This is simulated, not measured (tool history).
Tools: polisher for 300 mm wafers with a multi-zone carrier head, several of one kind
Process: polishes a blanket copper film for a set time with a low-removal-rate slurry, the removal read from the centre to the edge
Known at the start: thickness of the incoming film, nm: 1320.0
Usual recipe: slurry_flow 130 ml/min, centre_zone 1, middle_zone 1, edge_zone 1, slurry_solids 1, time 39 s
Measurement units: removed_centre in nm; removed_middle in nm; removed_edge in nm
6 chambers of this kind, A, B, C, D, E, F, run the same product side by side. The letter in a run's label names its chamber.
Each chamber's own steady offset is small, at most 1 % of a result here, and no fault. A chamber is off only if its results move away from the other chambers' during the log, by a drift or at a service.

At day 0.008: chamber A: worn pad replaced by a new one.
Run 1C, day 0.204: usual settings. Result: removed_centre 137.47 nm, removed_middle 137.99 nm, removed_edge 135.59 nm.
Run 2E, day 0.583: usual settings. Result: removed_centre 137.93 nm, removed_middle 138.6 nm, removed_edge 138.38 nm.
Run 3D, day 0.879: usual settings. Result: removed_centre 137.09 nm, removed_middle 138.5 nm, removed_edge 138.61 nm.
At day 0.908: chamber D: worn pad replaced by a new one.
Run 4F, day 1.154: usual settings. Result: removed_centre 137.41 nm, removed_middle 139.5 nm, removed_edge 136.02 nm.
Run 5B, day 1.433: usual settings. Result: removed_centre 135.79 nm, removed_middle 138.44 nm, removed_edge 137.29 nm.
Run 6A, day 1.629: usual settings. Result: removed_centre 137.51 nm, removed_middle 138.8 nm, removed_edge 138.4 nm.
Run 7F, day 1.904: usual settings. Result: removed_centre 136.31 nm, removed_middle 136.09 nm, removed_edge 136.53 nm.
At day 1.954: chamber E: worn pad replaced by a new one.
Run 8E, day 2.329: usual settings. Result: removed_centre 137.14 nm, removed_middle 135.72 nm, removed_edge 136.27 nm.
At day 2.371: chamber C: worn pad replaced by a new one.
At day 2.421: chamber B: worn pad replaced by a new one.
Run 9D, day 2.596: usual settings. Result: removed_centre 136.36 nm, removed_middle 137.34 nm, removed_edge 137.05 nm.
At day 2.808: chamber B: centre zone pressure recalibrated.
At day 2.95: chamber F: worn pad replaced by a new one.
Run 10A, day 3.021: usual settings. Result: removed_centre 136.47 nm, removed_middle 136.54 nm, removed_edge 136.54 nm.
At day 3.088: chamber D: worn pad replaced by a new one.
At day 3.088: chamber D: centre zone pressure recalibrated.
Run 11B, day 3.229: usual settings. Result: removed_centre 136.71 nm, removed_middle 138.5 nm, removed_edge 139.36 nm.
At day 3.329: chamber B: slurry nozzle cleaned.
At day 3.471: chamber A: worn pad replaced by a new one.
Run 12C, day 3.6: usual settings. Result: removed_centre 135.52 nm, removed_middle 132.53 nm, removed_edge 135.08 nm.
Run 13D, day 3.825: usual settings. Result: removed_centre 135.49 nm, removed_middle 136.73 nm, removed_edge 136.47 nm.
At day 4.25: chamber E: worn pad replaced by a new one.
Run 14B, day 4.254: usual settings. Result: removed_centre 138.92 nm, removed_middle 138.55 nm, removed_edge 138.17 nm.
Run 15E, day 4.683: usual settings. Result: removed_centre 137.89 nm, removed_middle 134.85 nm, removed_edge 133.51 nm.
Run 16C, day 5.112: usual settings. Result: removed_centre 134.73 nm, removed_middle 132.45 nm, removed_edge 136.3 nm.
At day 5.296: chamber D: worn pad replaced by a new one.
Run 17F, day 5.404: usual settings. Result: removed_centre 138.34 nm, removed_middle 139.66 nm, removed_edge 137.47 nm.
Run 18A, day 5.788: usual settings. Result: removed_centre 137.37 nm, removed_middle 137.34 nm, removed_edge 138.76 nm.
At day 5.821: chamber B: worn pad replaced by a new one.
Run 19B, day 6.033: usual settings but slurry_solids 1.1. Result: removed_centre 140.12 nm, removed_middle 140.3 nm, removed_edge 143.95 nm.
At day 6.079: chamber F: edge zone pressure recalibrated.
At day 6.096: chamber F: worn pad replaced by a new one.
Run 20C, day 6.354: usual settings but slurry_solids 1.1. Result: removed_centre 137.87 nm, removed_middle 136.84 nm, removed_edge 136.72 nm.
Run 21A, day 6.592: usual settings but slurry_solids 1.1. Result: removed_centre 140.73 nm, removed_middle 140.06 nm, removed_edge 139.65 nm.
At day 6.821: chamber E: worn pad replaced by a new one.
At day 6.875: chamber C: worn pad replaced by a new one.
Run 22D, day 6.908: usual settings but slurry_solids 1.1. Result: removed_centre 137.68 nm, removed_middle 134.96 nm, removed_edge 140.87 nm.
At day 7.238: chamber A: worn pad replaced by a new one.
Run 23E, day 7.321: usual settings but slurry_solids 1.1. Result: removed_centre 139.1 nm, removed_middle 135.08 nm, removed_edge 138.64 nm.
At day 7.562: chamber E: centre zone pressure recalibrated.
Run 24F, day 7.738: usual settings but slurry_solids 1.1. Result: removed_centre 139.69 nm, removed_middle 142.69 nm, removed_edge 138 nm.
At day 7.883: chamber D: worn pad replaced by a new one.
Run 25C, day 8.104: usual settings. Result: removed_centre 133.35 nm, removed_middle 132.64 nm, removed_edge 134.47 nm.
Run 26A, day 8.346: usual settings. Result: removed_centre 135.31 nm, removed_middle 138.25 nm, removed_edge 136.56 nm.
Run 27E, day 8.767: usual settings. Result: removed_centre 136.88 nm, removed_middle 136.95 nm, removed_edge 136.86 nm.
At day 8.804: chamber E: slurry nozzle cleaned.
At day 8.883: chamber E: worn pad replaced by a new one.
Run 28F, day 9.012: usual settings. Result: removed_centre 137.71 nm, removed_middle 137.5 nm, removed_edge 136.47 nm.
At day 9.167: chamber F: worn pad replaced by a new one.
Run 29B, day 9.204: usual settings. Result: removed_centre 138.3 nm, removed_middle 136.8 nm, removed_edge 139.55 nm.
At day 9.379: chamber B: worn pad replaced by a new one.
Run 30D, day 9.546: usual settings. Result: removed_centre 135.31 nm, removed_middle 138.84 nm, removed_edge 138.83 nm.
At day 9.867: chamber D: worn pad replaced by a new one.
Run 31C, day 9.942: usual settings. Result: removed_centre 130.68 nm, removed_middle 132.03 nm, removed_edge 134.68 nm.
Run 32D, day 10.204: usual settings. Result: removed_centre 135.7 nm, removed_middle 135.92 nm, removed_edge 135.96 nm.
Run 33B, day 10.6: usual settings. Result: removed_centre 136.78 nm, removed_middle 134.74 nm, removed_edge 138.11 nm.
Run 34E, day 10.796: usual settings but centre_zone 0.91, time 47 s. Result: removed_centre 149.24 nm, removed_middle 165.34 nm, removed_edge 164.75 nm.
Run 35A, day 11.025: usual settings but centre_zone 0.91, time 47 s. Result: removed_centre 148.12 nm, removed_middle 163.2 nm, removed_edge 167.54 nm.
Run 36F, day 11.279: usual settings but centre_zone 0.91, time 47 s. Result: removed_centre 146.98 nm, removed_middle 163.7 nm, removed_edge 165.17 nm.

Is one chamber out of step, is the gauge drifting, or do the chambers differ by no more than their own small offsets? For an off chamber, give its letter and the likeliest cause.

Chamber C drifts away from the others.
Most likely cause: slurry flow missing at the pad, % = 17.7.

Here are 4 candidates for chamber C's next run, each the usual settings with a change, their results left as question marks. Which one brings its results back in line with what the others give on the usual settings?
To be in line, a result may differ from the other chambers' mean on the usual settings by at most: removed_centre 3.7 nm; removed_middle 6.7 nm; removed_edge 4.4 nm
Run 37C-1, day 11.592: usual settings but slurry_flow 125 ml/min, centre_zone 0.97, middle_zone 0.99, edge_zone 1.02, time 37 s. Result: removed_centre ?, removed_middle ?, removed_edge ?.
Run 37C-2, day 11.592: usual settings but slurry_flow 125 ml/min, centre_zone 0.98, middle_zone 0.99, edge_zone 1.01, time 38 s. Result: removed_centre ?, removed_middle ?, removed_edge ?.
Run 37C-3, day 11.592: usual settings but slurry_flow 135 ml/min, centre_zone 1.04, middle_zone 1.01, edge_zone 0.98, time 41 s. Result: removed_centre ?, removed_middle ?, removed_edge ?.
Run 37C-4, day 11.592: usual settings but slurry_flow 135 ml/min, centre_zone 1.02, middle_zone 1.01, edge_zone 0.99, time 40 s. Result: removed_centre ?, removed_middle ?, removed_edge ?.

Usual-settings mean across the other chambers: removed_centre 137.06 nm; removed_middle 137.12 nm; removed_edge 137.19 nm
  run  removed_centre  removed_middle  removed_edge
37C-1          117.64          122.21        126.46
37C-2          122.17          125.51        129.21
37C-3          143.87          140.73        139.11
37C-4          137.46          137.31        136.44
It is 37C-4 that realigns the chamber with its peers.

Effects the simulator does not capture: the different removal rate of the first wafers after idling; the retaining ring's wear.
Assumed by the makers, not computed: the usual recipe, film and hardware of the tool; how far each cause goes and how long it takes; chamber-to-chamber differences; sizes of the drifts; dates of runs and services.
